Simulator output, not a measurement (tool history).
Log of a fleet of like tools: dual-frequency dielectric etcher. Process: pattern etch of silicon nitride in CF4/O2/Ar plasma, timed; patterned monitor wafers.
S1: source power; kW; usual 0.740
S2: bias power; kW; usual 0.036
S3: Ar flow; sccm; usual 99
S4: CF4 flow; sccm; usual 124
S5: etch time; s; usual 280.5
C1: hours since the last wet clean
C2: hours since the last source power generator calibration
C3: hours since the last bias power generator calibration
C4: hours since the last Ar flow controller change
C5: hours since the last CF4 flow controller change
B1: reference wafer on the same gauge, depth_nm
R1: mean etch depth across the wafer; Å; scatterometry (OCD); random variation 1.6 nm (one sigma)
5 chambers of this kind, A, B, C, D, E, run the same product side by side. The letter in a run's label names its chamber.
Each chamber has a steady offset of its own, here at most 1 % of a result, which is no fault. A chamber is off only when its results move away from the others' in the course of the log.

run	hour	S1	S2	S3	S4	S5	C1	C2	C3	C4	C5	B1	R1
1A	5.7	0.740	0.036	99	124	280.5	423.4	2483.7	213.5	3296.5	2241.0	563.78	6922.3
2D	11.8	0.740	0.036	99	124	280.5	235.8	2537.4	2236.6	1171.0	76.8	563.93	6869.8
3E	17.7	0.740	0.036	99	124	280.5	111.3	4583.0	553.0	4534.6	1737.8	564.12	6893.4
4B	25.3	0.740	0.036	99	124	280.5	309.7	811.2	2924.9	914.9	2739.2	564.11	6943.7
# hour 28.0: chamber A: wet clean of the chamber
# hour 28.1: chamber C: Ar flow controller replaced
5C	29.1	0.740	0.036	99	124	280.5	309.9	1067.0	1218.3	1.0	846.2	563.88	6861.2
6D	34.7	0.740	0.036	99	124	280.5	258.7	2560.3	2259.5	1193.9	99.7	564.11	6860.7
7B	42.5	0.740	0.036	99	124	280.5	326.9	828.4	2942.1	932.1	2756.4	563.89	6931.1
8C	49.5	0.740	0.036	99	124	280.5	330.3	1087.4	1238.7	21.4	866.6	563.58	6849.3
9E	53.5	0.740	0.036	99	124	280.5	147.1	4618.8	588.8	4570.4	1773.6	563.94	6865.6
10A	57.4	0.740	0.036	99	124	280.5	29.5	2535.4	265.2	3348.2	2292.7	564.07	6940.9
11D	61.4	0.740	0.036	99	124	280.5	285.4	2587.0	2286.2	1220.6	126.4	563.96	6850.5
12E	65.3	0.740	0.036	99	124	280.5	158.9	4630.6	600.6	4582.2	1785.4	563.91	6865.2
13B	69.8	0.740	0.036	99	124	280.5	354.2	855.7	2969.4	959.4	2783.7	563.89	6975.6
14C	78.6	0.740	0.036	88	96	280.5	359.4	1116.5	1267.8	50.5	895.7	563.96	6744.9
15A	85.6	0.740	0.036	88	96	280.5	57.7	2563.6	293.4	3376.4	2320.9	563.75	6835.3
16E	92.0	0.740	0.036	88	96	280.5	185.6	4657.3	627.3	4608.9	1812.1	563.99	6742.0
17D	98.1	0.740	0.036	88	96	280.5	322.1	2623.7	2322.9	1257.3	163.1	564.11	6722.8
18B	106.7	0.740	0.036	88	96	280.5	391.1	892.6	3006.3	996.3	2820.6	563.76	6807.0
19A	113.3	0.740	0.036	99	124	280.5	85.4	2591.3	321.1	3404.1	2348.6	564.18	6925.6
20C	117.6	0.740	0.036	99	124	280.5	398.4	1155.5	1306.8	89.5	934.7	563.95	6855.5
# hour 123.9: chamber B: wet clean of the chamber
21B	124.2	0.740	0.036	99	124	280.5	0.3	910.1	3023.8	1013.8	2838.1	564.02	6927.2
22D	132.5	0.740	0.036	99	124	220.0	356.5	2658.1	2357.3	1291.7	197.5	564.08	5371.1
23C	139.8	0.740	0.036	99	124	220.0	420.6	1177.7	1329.0	111.7	956.9	563.91	5384.4
24E	146.2	0.740	0.036	99	124	220.0	239.8	4711.5	681.5	4663.1	1866.3	564.08	5375.1
25A	153.1	0.740	0.036	99	124	220.0	125.2	2631.1	360.9	3443.9	2388.4	563.95	5457.1
# hour 155.8: chamber D: source power generator calibrated
26C	161.6	0.740	0.036	99	124	220.0	442.4	1199.5	1350.8	133.5	978.7	564.48	5376.9
27A	168.7	0.740	0.036	99	124	280.5	140.8	2646.7	376.5	3459.5	2404.0	564.25	6941.4
28E	172.7	0.740	0.036	99	124	280.5	266.3	4738.0	708.0	4689.6	1892.8	563.58	6846.3
29D	178.4	0.740	0.036	99	124	280.5	402.4	22.6	2403.2	1337.6	243.4	563.92	6754.8
30B	186.1	0.740	0.036	99	124	280.5	62.2	972.0	3085.7	1075.7	2900.0	563.78	6943.8
31A	191.3	0.740	0.036	99	124	280.5	163.4	2669.3	399.1	3482.1	2426.6	564.04	6923.4
32C	198.8	0.740	0.036	99	124	280.5	479.6	1236.7	1388.0	170.7	1015.9	564.21	6848.8
33B	203.5	0.740	0.036	99	124	280.5	79.6	989.4	3103.1	1093.1	2917.4	564.22	6926.0
# hour 206.6: chamber D: wet clean of the chamber
34D	211.8	0.740	0.036	99	124	280.5	5.2	56.0	2436.6	1371.0	276.8	564.04	6748.3
# hour 216.1: chamber E: Ar flow controller replaced
35E	219.0	0.740	0.036	99	124	280.5	312.6	4784.3	754.3	2.9	1939.1	564.10	6885.0
36B	223.3	0.740	0.036	99	124	280.5	99.4	1009.2	3122.9	1112.9	2937.2	563.84	6953.5
37A	228.5	0.740	0.036	99	124	280.5	200.6	2706.5	436.3	3519.3	2463.8	564.11	6923.0
# hour 231.2: chamber E: source power generator calibrated
38C	235.0	0.620	0.036	99	124	308.0	515.8	1272.9	1424.2	206.9	1052.1	563.90	6432.6
39E	243.0	0.620	0.036	99	124	308.0	336.6	11.8	778.3	26.9	1963.1	564.14	6459.3

Next, every chamber runs the same settings. What will each give?
40A	249.3	0.740	0.039	99	124	280.5							?
40B	249.3	0.740	0.039	99	124	280.5							?
40C	249.3	0.740	0.039	99	124	280.5							?
40D	249.3	0.740	0.039	99	124	280.5							?
40E	249.3	0.740	0.039	99	124	280.5							?

run	R1
40A	7122.3
40B	7148.1
40C	7028.9
40D	6936.8
40E	7063.9
